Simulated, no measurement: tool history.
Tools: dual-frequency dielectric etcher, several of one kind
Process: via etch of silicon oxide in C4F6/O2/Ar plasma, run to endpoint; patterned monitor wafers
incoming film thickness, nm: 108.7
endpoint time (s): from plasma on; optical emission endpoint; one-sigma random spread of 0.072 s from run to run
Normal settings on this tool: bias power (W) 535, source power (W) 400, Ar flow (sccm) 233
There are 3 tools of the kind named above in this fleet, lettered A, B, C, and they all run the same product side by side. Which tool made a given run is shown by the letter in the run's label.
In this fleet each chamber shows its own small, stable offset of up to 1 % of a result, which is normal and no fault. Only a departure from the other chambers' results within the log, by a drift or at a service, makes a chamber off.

run	hour	bias power (W)	source power (W)	Ar flow (sccm)	endpoint time (s)
1C	10.1	535	400	233	22.636
2A	20.7	535	400	233	22.426
3B	30.7	535	400	233	22.485
4B	41.7	535	400	233	22.409
5A	49.5	535	400	233	22.477
6C	61.0	535	400	233	22.630
7C	67.4	535	400	233	22.640
8B	75.6	535	400	233	22.592
# hour 81.2: chamber A: wet clean of the chamber
9A	81.9	535	400	233	22.441
# hour 88.3: chamber A: source power generator calibrated
10B	92.8	535	400	233	22.587
11C	98.8	586	300	233	24.339
12A	111.1	586	300	233	24.070
# hour 112.5: chamber C: wet clean of the chamber
13A	122.4	586	300	233	24.230
14C	128.5	535	400	233	21.957
15B	141.4	535	400	233	22.445
16A	150.7	535	400	233	22.509
17C	162.2	535	400	233	21.833
18B	174.0	430	400	279	24.850
19C	186.5	430	400	279	24.321
20B	193.5	430	400	279	24.861
21A	202.5	535	400	233	22.398
# hour 202.6: chamber A: bias power generator calibrated
22C	215.4	535	400	233	21.804
23B	227.9	535	400	233	22.433
24A	237.8	535	400	233	22.456
25C	250.8	535	400	233	21.832
26A	261.1	535	400	233	22.340
27B	271.6	535	400	233	22.507
28C	278.4	535	400	233	21.931
29B	287.5	535	400	233	22.478
30A	296.6	535	400	233	22.536
31C	308.7	535	400	233	21.821

Does one chamber stand apart from the rest, does the shared gauge drift, or is all well apart from small per-chamber offsets? Give the chamber and the most likely cause, where there is one.

A service left chamber C off against the others.
What lies behind it: etch rate over this chamber's usual, % = 3.77.

Chamber C could run next with any of the 4 candidate recipes listed below; each alters the usual settings, and their results appear as question marks. Which one brings its results back in line with what the other chambers deliver on the usual settings?
In line means no further than this from the other chambers' mean on the usual settings: endpoint time (s) 0.250
32C-1	318.1	535	390	234	?
32C-2	318.1	535	410	233	?
32C-3	318.1	554	410	231	?
32C-4	318.1	497	400	233	?

Usual-settings mean across the other chambers: endpoint time (s) 22.471
run	endpoint time (s)
32C-1	22.070
32C-2	21.660
32C-3	21.353
32C-4	22.476
Change 32C-4 lands the chamber within the allowed miss of the other chambers.

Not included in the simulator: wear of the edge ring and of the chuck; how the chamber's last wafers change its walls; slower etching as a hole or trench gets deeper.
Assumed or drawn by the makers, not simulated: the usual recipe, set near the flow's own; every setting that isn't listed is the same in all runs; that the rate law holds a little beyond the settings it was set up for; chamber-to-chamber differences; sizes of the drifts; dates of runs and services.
